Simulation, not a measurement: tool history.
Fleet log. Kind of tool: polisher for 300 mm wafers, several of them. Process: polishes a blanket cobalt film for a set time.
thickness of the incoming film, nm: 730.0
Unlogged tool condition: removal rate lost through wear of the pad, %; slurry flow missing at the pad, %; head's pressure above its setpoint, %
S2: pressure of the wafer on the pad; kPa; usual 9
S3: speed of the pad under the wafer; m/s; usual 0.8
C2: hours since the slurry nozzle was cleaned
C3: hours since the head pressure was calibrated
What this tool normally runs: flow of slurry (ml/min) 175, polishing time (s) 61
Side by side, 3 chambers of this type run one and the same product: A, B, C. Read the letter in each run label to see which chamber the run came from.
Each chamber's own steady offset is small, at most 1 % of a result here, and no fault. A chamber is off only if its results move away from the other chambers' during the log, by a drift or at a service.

{"run": "1C", "hour": 3.5, "flow of slurry (ml/min)": 175, "S2": 9, "S3": 0.8, "polishing time (s)": 61, "wafers polished on this pad": 258, "C2": 89.9, "C3": 207.9, "film removed (nm)": 145.16}
{"run": "2B", "hour": 6.1, "flow of slurry (ml/min)": 175, "S2": 9, "S3": 0.8, "polishing time (s)": 61, "wafers polished on this pad": 441, "C2": 227.4, "C3": 48.7, "film removed (nm)": 146.08}
{"run": "3A", "hour": 9.5, "flow of slurry (ml/min)": 175, "S2": 9, "S3": 0.8, "polishing time (s)": 61, "wafers polished on this pad": 1374, "C2": 484.3, "C3": 554.8, "film removed (nm)": 149.78}
{"run": "4C", "hour": 13.0, "flow of slurry (ml/min)": 175, "S2": 9, "S3": 0.8, "polishing time (s)": 61, "wafers polished on this pad": 374, "C2": 99.4, "C3": 217.4, "film removed (nm)": 148.5}
{"run": "5A", "hour": 15.4, "flow of slurry (ml/min)": 175, "S2": 9, "S3": 0.8, "polishing time (s)": 61, "wafers polished on this pad": 1446, "C2": 490.2, "C3": 560.7, "film removed (nm)": 148.16}
{"hour": 17.0, "done": "chamber B: worn pad replaced by a new one"}
{"hour": 19.6, "done": "chamber B: slurry nozzle cleaned"}
{"run": "6B", "hour": 19.7, "flow of slurry (ml/min)": 175, "S2": 9, "S3": 0.8, "polishing time (s)": 61, "wafers polished on this pad": 33, "C2": 0.1, "C3": 62.3, "film removed (nm)": 148.76}
{"hour": 20.7, "done": "chamber A: worn pad replaced by a new one"}
{"run": "7B", "hour": 23.6, "flow of slurry (ml/min)": 175, "S2": 9, "S3": 0.8, "polishing time (s)": 61, "wafers polished on this pad": 80, "C2": 4, "C3": 66.2, "film removed (nm)": 148.23}
{"run": "8A", "hour": 27.7, "flow of slurry (ml/min)": 175, "S2": 9, "S3": 0.8, "polishing time (s)": 61, "wafers polished on this pad": 85, "C2": 502.5, "C3": 573, "film removed (nm)": 150.16}
{"run": "9C", "hour": 30.5, "flow of slurry (ml/min)": 175, "S2": 9, "S3": 0.8, "polishing time (s)": 61, "wafers polished on this pad": 587, "C2": 116.9, "C3": 234.9, "film removed (nm)": 143.8}
{"run": "10A", "hour": 34.4, "flow of slurry (ml/min)": 175, "S2": 9, "S3": 0.8, "polishing time (s)": 61, "wafers polished on this pad": 167, "C2": 509.2, "C3": 579.7, "film removed (nm)": 151.7}
{"run": "11B", "hour": 36.7, "flow of slurry (ml/min)": 175, "S2": 12.4, "S3": 0.6, "polishing time (s)": 61, "wafers polished on this pad": 240, "C2": 17.1, "C3": 79.3, "film removed (nm)": 154.04}
{"run": "12C", "hour": 40.6, "flow of slurry (ml/min)": 175, "S2": 12.4, "S3": 0.6, "polishing time (s)": 61, "wafers polished on this pad": 710, "C2": 127, "C3": 245, "film removed (nm)": 148.11}
{"run": "13B", "hour": 43.5, "flow of slurry (ml/min)": 175, "S2": 12.4, "S3": 0.6, "polishing time (s)": 61, "wafers polished on this pad": 322, "C2": 23.9, "C3": 86.1, "film removed (nm)": 154.49}
{"run": "14A", "hour": 47.4, "flow of slurry (ml/min)": 175, "S2": 9, "S3": 0.8, "polishing time (s)": 61, "wafers polished on this pad": 325, "C2": 522.2, "C3": 592.7, "film removed (nm)": 148.48}
{"run": "15C", "hour": 51.8, "flow of slurry (ml/min)": 175, "S2": 9, "S3": 0.8, "polishing time (s)": 61, "wafers polished on this pad": 846, "C2": 138.2, "C3": 256.2, "film removed (nm)": 142.51}
{"hour": 53.0, "done": "chamber B: worn pad replaced by a new one"}
{"run": "16A", "hour": 55.4, "flow of slurry (ml/min)": 210, "S2": 9, "S3": 0.92, "polishing time (s)": 61, "wafers polished on this pad": 422, "C2": 530.2, "C3": 600.7, "film removed (nm)": 177.58}
{"run": "17B", "hour": 59.7, "flow of slurry (ml/min)": 210, "S2": 9, "S3": 0.92, "polishing time (s)": 61, "wafers polished on this pad": 82, "C2": 40.1, "C3": 102.3, "film removed (nm)": 178.31}
{"run": "18C", "hour": 63.5, "flow of slurry (ml/min)": 210, "S2": 9, "S3": 0.92, "polishing time (s)": 61, "wafers polished on this pad": 989, "C2": 149.9, "C3": 267.9, "film removed (nm)": 159.2}
{"run": "19A", "hour": 68.1, "flow of slurry (ml/min)": 175, "S2": 9, "S3": 0.8, "polishing time (s)": 61, "wafers polished on this pad": 577, "C2": 542.9, "C3": 613.4, "film removed (nm)": 144.52}
{"run": "20B", "hour": 72.7, "flow of slurry (ml/min)": 175, "S2": 9, "S3": 0.8, "polishing time (s)": 61, "wafers polished on this pad": 240, "C2": 53.1, "C3": 115.3, "film removed (nm)": 144.69}
{"run": "21C", "hour": 76.1, "flow of slurry (ml/min)": 145, "S2": 9, "S3": 0.8, "polishing time (s)": 46, "wafers polished on this pad": 1142, "C2": 162.5, "C3": 280.5, "film removed (nm)": 99.313}
{"run": "22B", "hour": 80.0, "flow of slurry (ml/min)": 145, "S2": 9, "S3": 0.8, "polishing time (s)": 46, "wafers polished on this pad": 329, "C2": 60.4, "C3": 122.6, "film removed (nm)": 110.96}
{"run": "23C", "hour": 82.2, "flow of slurry (ml/min)": 145, "S2": 9, "S3": 0.8, "polishing time (s)": 46, "wafers polished on this pad": 1217, "C2": 168.6, "C3": 286.6, "film removed (nm)": 100.1}
{"run": "24A", "hour": 85.2, "flow of slurry (ml/min)": 175, "S2": 9, "S3": 0.8, "polishing time (s)": 61, "wafers polished on this pad": 785, "C2": 560, "C3": 630.5, "film removed (nm)": 147.51}

Does one chamber stand apart from the rest, does the shared gauge drift, or is all well apart from small per-chamber offsets? Give the chamber and the most likely cause, where there is one.

Little by little, chamber C moves away from the other chambers.
Likeliest cause: removal rate lost through wear of the pad, % = 8.7.
It could be hard to tell apart here from: slurry flow missing at the pad, %; head's pressure below its setpoint, %.

Here are 4 candidates for chamber C's next run, each the usual settings with a change, their results left as question marks. Which one brings its results back in line with what the others give on the usual settings?
Allowed miss from the other chambers' usual-settings mean, per result, to count as in line: film removed (nm) 7.5
{"run": "25C-1", "hour": 88.6, "flow of slurry (ml/min)": 175, "S2": 9, "S3": 0.76, "polishing time (s)": 58, "film removed (nm)": "?"}
{"run": "25C-2", "hour": 88.6, "flow of slurry (ml/min)": 175, "S2": 8.3, "S3": 0.76, "polishing time (s)": 57, "film removed (nm)": "?"}
{"run": "25C-3", "hour": 88.6, "flow of slurry (ml/min)": 175, "S2": 9, "S3": 0.88, "polishing time (s)": 61, "film removed (nm)": "?"}
{"run": "25C-4", "hour": 88.6, "flow of slurry (ml/min)": 175, "S2": 9.7, "S3": 0.84, "polishing time (s)": 65, "film removed (nm)": "?"}

Usual-settings mean across the other chambers: film removed (nm) 148.64
run=25C-1 film_removed_(nm)=120.41
run=25C-2 film_removed_(nm)=109.34
run=25C-3 film_removed_(nm)=146.32
run=25C-4 film_removed_(nm)=160.25
25C-3 puts the chamber back in line with the other chambers.
